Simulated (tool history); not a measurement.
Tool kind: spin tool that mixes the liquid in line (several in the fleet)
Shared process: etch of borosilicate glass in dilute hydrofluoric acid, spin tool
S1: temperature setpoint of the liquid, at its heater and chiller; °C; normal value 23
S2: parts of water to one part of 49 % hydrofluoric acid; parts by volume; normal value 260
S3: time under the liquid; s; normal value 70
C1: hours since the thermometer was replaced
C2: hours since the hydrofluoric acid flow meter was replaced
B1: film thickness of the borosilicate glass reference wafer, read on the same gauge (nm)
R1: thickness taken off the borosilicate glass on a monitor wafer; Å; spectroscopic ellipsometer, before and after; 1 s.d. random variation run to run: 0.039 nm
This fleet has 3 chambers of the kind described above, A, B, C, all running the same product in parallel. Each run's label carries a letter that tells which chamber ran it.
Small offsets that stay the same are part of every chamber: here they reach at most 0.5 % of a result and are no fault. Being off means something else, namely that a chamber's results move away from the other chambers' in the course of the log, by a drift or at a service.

{"run": "1C", "hour": 4.7, "S1": 23, "S2": 260, "S3": 70, "C1": 1865.1, "C2": 110.7, "B1": 69.986, "R1": 83.443}
{"run": "2A", "hour": 9.0, "S1": 23, "S2": 260, "S3": 70, "C1": 70.4, "C2": 919.3, "B1": 70.006, "R1": 83.041}
{"run": "3B", "hour": 12.6, "S1": 23, "S2": 260, "S3": 70, "C1": 232.9, "C2": 795.9, "B1": 69.985, "R1": 83.535}
{"run": "4B", "hour": 16.8, "S1": 23, "S2": 260, "S3": 70, "C1": 237.1, "C2": 800.1, "B1": 70.009, "R1": 83.532}
{"run": "5C", "hour": 21.0, "S1": 23, "S2": 260, "S3": 70, "C1": 1881.4, "C2": 127, "B1": 70.026, "R1": 83.837}
{"run": "6A", "hour": 23.4, "S1": 23, "S2": 260, "S3": 70, "C1": 84.8, "C2": 933.7, "B1": 70.033, "R1": 83.076}
{"run": "7A", "hour": 27.3, "S1": 23, "S2": 375, "S3": 70, "C1": 88.7, "C2": 937.6, "B1": 69.998, "R1": 51.936}
{"run": "8B", "hour": 31.2, "S1": 23, "S2": 375, "S3": 70, "C1": 251.5, "C2": 814.5, "B1": 70.01, "R1": 51.898}
{"run": "9C", "hour": 35.7, "S1": 23, "S2": 375, "S3": 70, "C1": 1896.1, "C2": 141.7, "B1": 69.977, "R1": 52.345}
{"run": "10B", "hour": 38.7, "S1": 23, "S2": 260, "S3": 70, "C1": 259, "C2": 822, "B1": 69.98, "R1": 83.4}
{"run": "11C", "hour": 43.3, "S1": 23, "S2": 260, "S3": 70, "C1": 1903.7, "C2": 149.3, "B1": 69.987, "R1": 84.312}
{"run": "12A", "hour": 47.5, "S1": 23, "S2": 260, "S3": 70, "C1": 108.9, "C2": 957.8, "B1": 69.997, "R1": 82.787}
{"run": "13B", "hour": 50.9, "S1": 23, "S2": 260, "S3": 70, "C1": 271.2, "C2": 834.2, "B1": 70.014, "R1": 82.366}
{"run": "14A", "hour": 54.8, "S1": 23, "S2": 260, "S3": 70, "C1": 116.2, "C2": 965.1, "B1": 70, "R1": 83.277}
{"run": "15C", "hour": 59.3, "S1": 23, "S2": 260, "S3": 70, "C1": 1919.7, "C2": 165.3, "B1": 70.023, "R1": 83.631}
{"run": "16A", "hour": 63.0, "S1": 23, "S2": 260, "S3": 70, "C1": 124.4, "C2": 973.3, "B1": 69.995, "R1": 83.109}
{"run": "17B", "hour": 67.5, "S1": 23, "S2": 260, "S3": 70, "C1": 287.8, "C2": 850.8, "B1": 70.004, "R1": 81.217}
{"run": "18C", "hour": 71.9, "S1": 23, "S2": 260, "S3": 70, "C1": 1932.3, "C2": 177.9, "B1": 70.032, "R1": 83.436}
{"run": "19C", "hour": 75.4, "S1": 23, "S2": 260, "S3": 70, "C1": 1935.8, "C2": 181.4, "B1": 69.999, "R1": 83.621}
{"run": "20B", "hour": 78.7, "S1": 23, "S2": 260, "S3": 70, "C1": 299, "C2": 862, "B1": 70.015, "R1": 79.951}
{"run": "21A", "hour": 82.5, "S1": 18, "S2": 260, "S3": 90, "C1": 143.9, "C2": 992.8, "B1": 69.988, "R1": 88.98}
{"run": "22B", "hour": 86.2, "S1": 18, "S2": 260, "S3": 90, "C1": 306.5, "C2": 869.5, "B1": 70.001, "R1": 85.342}

Decide between three cases: one chamber stands off from its peers, the gauge reading all wafers drifts, or nothing is wrong past each chamber's small offset. Where a chamber is off, say which and what most likely put it there.

Chamber B drifts away from the others.
Likeliest cause: hydrofluoric acid flow below the setpoint (%) = 4.
The log may not separate it from: liquid colder than its thermometer reads (K).

Chamber B could run next with any of the 4 candidate recipes listed below; each alters the usual settings, and their results appear as question marks. Which one brings its results back in line with what the other chambers deliver on the usual settings?
In line means no further than this from the other chambers' mean on the usual settings: R1 1.3 Å
{"run": "23B-1", "hour": 89.6, "S1": 23, "S2": 270, "S3": 70, "R1": "?"}
{"run": "23B-2", "hour": 89.6, "S1": 23, "S2": 265, "S3": 70, "R1": "?"}
{"run": "23B-3", "hour": 89.6, "S1": 23, "S2": 255, "S3": 70, "R1": "?"}
{"run": "23B-4", "hour": 89.6, "S1": 23, "S2": 250, "S3": 70, "R1": "?"}

Usual-settings mean across the other chambers: R1 83.463 Å
run=23B-1 R1=75.197
run=23B-2 R1=76.997
run=23B-3 R1=80.825
run=23B-4 R1=82.857
With 23B-4, the chamber falls back in line with the rest.

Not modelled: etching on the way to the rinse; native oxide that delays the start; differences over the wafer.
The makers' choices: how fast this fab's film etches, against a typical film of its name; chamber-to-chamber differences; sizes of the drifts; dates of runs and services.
